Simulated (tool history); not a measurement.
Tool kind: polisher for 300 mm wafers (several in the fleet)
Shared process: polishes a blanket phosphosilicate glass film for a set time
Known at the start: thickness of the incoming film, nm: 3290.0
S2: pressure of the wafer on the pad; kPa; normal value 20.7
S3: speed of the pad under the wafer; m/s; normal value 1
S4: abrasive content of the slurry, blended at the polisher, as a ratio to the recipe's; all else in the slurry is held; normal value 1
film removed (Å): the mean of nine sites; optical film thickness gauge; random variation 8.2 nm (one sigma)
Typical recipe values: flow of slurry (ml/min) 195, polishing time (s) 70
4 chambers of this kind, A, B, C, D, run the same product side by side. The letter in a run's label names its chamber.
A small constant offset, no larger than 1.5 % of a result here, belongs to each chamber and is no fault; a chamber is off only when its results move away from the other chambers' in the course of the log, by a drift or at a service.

At hour 1.9: chamber A: worn pad replaced by a new one.
Run 1B, hour 11.9: usual settings. Result: film removed (Å) 6745.8.
At hour 20.1: chamber A: slurry blender recalibrated.
At hour 20.5: chamber C: slurry nozzle cleaned.
At hour 21.4: chamber C: worn pad replaced by a new one.
Run 2A, hour 25.6: usual settings. Result: film removed (Å) 6764.8.
At hour 28.1: chamber A: conditioning disc replaced and pad reconditioned.
Run 3D, hour 35: usual settings. Result: film removed (Å) 6742.2.
At hour 38.1: chamber D: worn pad replaced by a new one.
Run 4C, hour 44: usual settings. Result: film removed (Å) 6955.4.
At hour 46.5: chamber B: worn pad replaced by a new one.
At hour 53.1: chamber A: slurry nozzle cleaned.
At hour 53.2: chamber B: slurry blender recalibrated.
Run 5C, hour 55.3: usual settings but flow of slurry (ml/min) 140, S4 0.85. Result: film removed (Å) 5897.9.
At hour 64.7: chamber C: slurry blender recalibrated.
Run 6D, hour 68.5: usual settings but flow of slurry (ml/min) 140, S4 0.85. Result: film removed (Å) 6064.3.
Run 7A, hour 81.5: usual settings but flow of slurry (ml/min) 140, S4 0.85. Result: film removed (Å) 6004.3.
At hour 81.6: chamber A: worn pad replaced by a new one.
At hour 84.2: chamber B: conditioning disc replaced and pad reconditioned.
Run 8B, hour 87.8: usual settings but flow of slurry (ml/min) 140, S4 0.85. Result: film removed (Å) 5969.4.
Run 9C, hour 94.1: usual settings. Result: film removed (Å) 6781.5.
At hour 95.5: chamber C: conditioning disc replaced and pad reconditioned.
Run 10A, hour 106: usual settings. Result: film removed (Å) 6739.9.
Run 11B, hour 117: usual settings. Result: film removed (Å) 6639.1.
At hour 120.7: chamber D: conditioning disc replaced and pad reconditioned.
Run 12D, hour 127.2: usual settings. Result: film removed (Å) 6903.9.
At hour 129.4: chamber D: worn pad replaced by a new one.
Run 13C, hour 135.7: usual settings. Result: film removed (Å) 6767.7.
At hour 136.5: chamber B: worn pad replaced by a new one.
Run 14D, hour 148.1: usual settings. Result: film removed (Å) 6760.4.
Run 15A, hour 156.9: usual settings. Result: film removed (Å) 6891.1.
At hour 168.6: chamber A: worn pad replaced by a new one.
Run 16B, hour 169: usual settings. Result: film removed (Å) 6812.8.
Run 17D, hour 175.5: usual settings. Result: film removed (Å) 6702.6.
Run 18A, hour 185.6: usual settings but S3 0.66 m/s. Result: film removed (Å) 4849.
At hour 195.7: chamber C: worn pad replaced by a new one.
Run 19B, hour 196.6: usual settings but S3 0.66 m/s. Result: film removed (Å) 4823.3.
At hour 201.2: chamber B: conditioning disc replaced and pad reconditioned.
Run 20C, hour 206.5: usual settings but S3 0.66 m/s. Result: film removed (Å) 4864.8.
Run 21A, hour 214.8: usual settings but S3 0.66 m/s. Result: film removed (Å) 4755.6.
Run 22C, hour 223.2: usual settings. Result: film removed (Å) 6825.8.
At hour 226.6: chamber B: worn pad replaced by a new one.
Run 23B, hour 234.7: usual settings but S3 1.22 m/s. Result: film removed (Å) 7714.9.
At hour 240.9: chamber D: worn pad replaced by a new one.
At hour 246.4: chamber A: worn pad replaced by a new one.
Run 24D, hour 247.4: usual settings but S3 1.22 m/s. Result: film removed (Å) 7582.8.
At hour 249: chamber B: slurry blender recalibrated.
Run 25C, hour 259.1: usual settings but S3 1.22 m/s. Result: film removed (Å) 7946.8.
Run 26D, hour 272.2: usual settings but S3 1.22 m/s. Result: film removed (Å) 7607.1.
At hour 277.9: chamber C: head pressure recalibrated.
Run 27B, hour 281.1: usual settings. Result: film removed (Å) 6724.9.
Run 28A, hour 288.5: usual settings. Result: film removed (Å) 6588.7.
Run 29B, hour 301.1: usual settings. Result: film removed (Å) 6745.6.
Run 30D, hour 308.8: usual settings. Result: film removed (Å) 6304.2.
At hour 317: chamber D: slurry nozzle cleaned.
At hour 319.7: chamber B: conditioning disc replaced and pad reconditioned.
At hour 320.4: chamber D: conditioning disc replaced and pad reconditioned.
At hour 322.5: chamber B: worn pad replaced by a new one.
Run 31A, hour 322.5: usual settings. Result: film removed (Å) 6795.8.
Run 32C, hour 335.3: usual settings. Result: film removed (Å) 6827.4.
At hour 344.6: chamber A: worn pad replaced by a new one.
Run 33D, hour 345.4: usual settings. Result: film removed (Å) 5985.9.
At hour 349.5: chamber D: worn pad replaced by a new one.
Run 34C, hour 358.1: usual settings. Result: film removed (Å) 6833.8.
At hour 363.1: chamber C: worn pad replaced by a new one.
Run 35B, hour 369.8: usual settings. Result: film removed (Å) 6709.5.
Run 36A, hour 378.6: usual settings. Result: film removed (Å) 6821.8.
Run 37A, hour 385.6: usual settings. Result: film removed (Å) 6845.6.
Run 38B, hour 393.3: usual settings. Result: film removed (Å) 6713.5.
Run 39D, hour 402.4: usual settings. Result: film removed (Å) 6008.9.
At hour 404.8: chamber A: slurry blender recalibrated.
Run 40C, hour 413.1: usual settings. Result: film removed (Å) 6887.2.
At hour 414.8: chamber C: slurry blender recalibrated.
Run 41C, hour 422.8: usual settings. Result: film removed (Å) 6865.8.
At hour 423.5: chamber A: worn pad replaced by a new one.
Run 42A, hour 431.1: usual settings. Result: film removed (Å) 6780.3.
Run 43D, hour 437.2: usual settings but flow of slurry (ml/min) 235, S2 26.9 kPa. Result: film removed (Å) 7752.4.

Is one chamber out of step, is the gauge drifting, or do the chambers differ by no more than their own small offsets? For an off chamber, give its letter and the likeliest cause.

Chamber D drifts away from the others.
Most likely cause: abrasive missing from the slurry, % = 25.5.
With only this log, it may be confused with: head's pressure below its setpoint, %.

Chamber D could run next with any of the 4 candidate recipes listed below; each alters the usual settings, and their results appear as question marks. Which one brings its results back in line with what the other chambers deliver on the usual settings?
In line means no further than this from the other chambers' mean on the usual settings: film removed (Å) 290
Run 44D-1, hour 447.2: usual settings but S2 21.4 kPa, polishing time (s) 72. Result: film removed (Å) ?.
Run 44D-2, hour 447.2: usual settings but S2 20 kPa, S3 0.98 m/s, polishing time (s) 69. Result: film removed (Å) ?.
Run 44D-3, hour 447.2: usual settings but flow of slurry (ml/min) 200, S3 1.16 m/s, S4 1.05. Result: film removed (Å) ?.
Run 44D-4, hour 447.2: usual settings but S2 19.3 kPa, S3 0.96 m/s, polishing time (s) 66. Result: film removed (Å) ?.

What the other chambers average on the usual settings: film removed (Å) 6757.6
  run  film removed (Å)
44D-1            6187.1
44D-2            5464.3
44D-3            6740.7
44D-4            4967.8
44D-3 puts the chamber back in line with the other chambers.
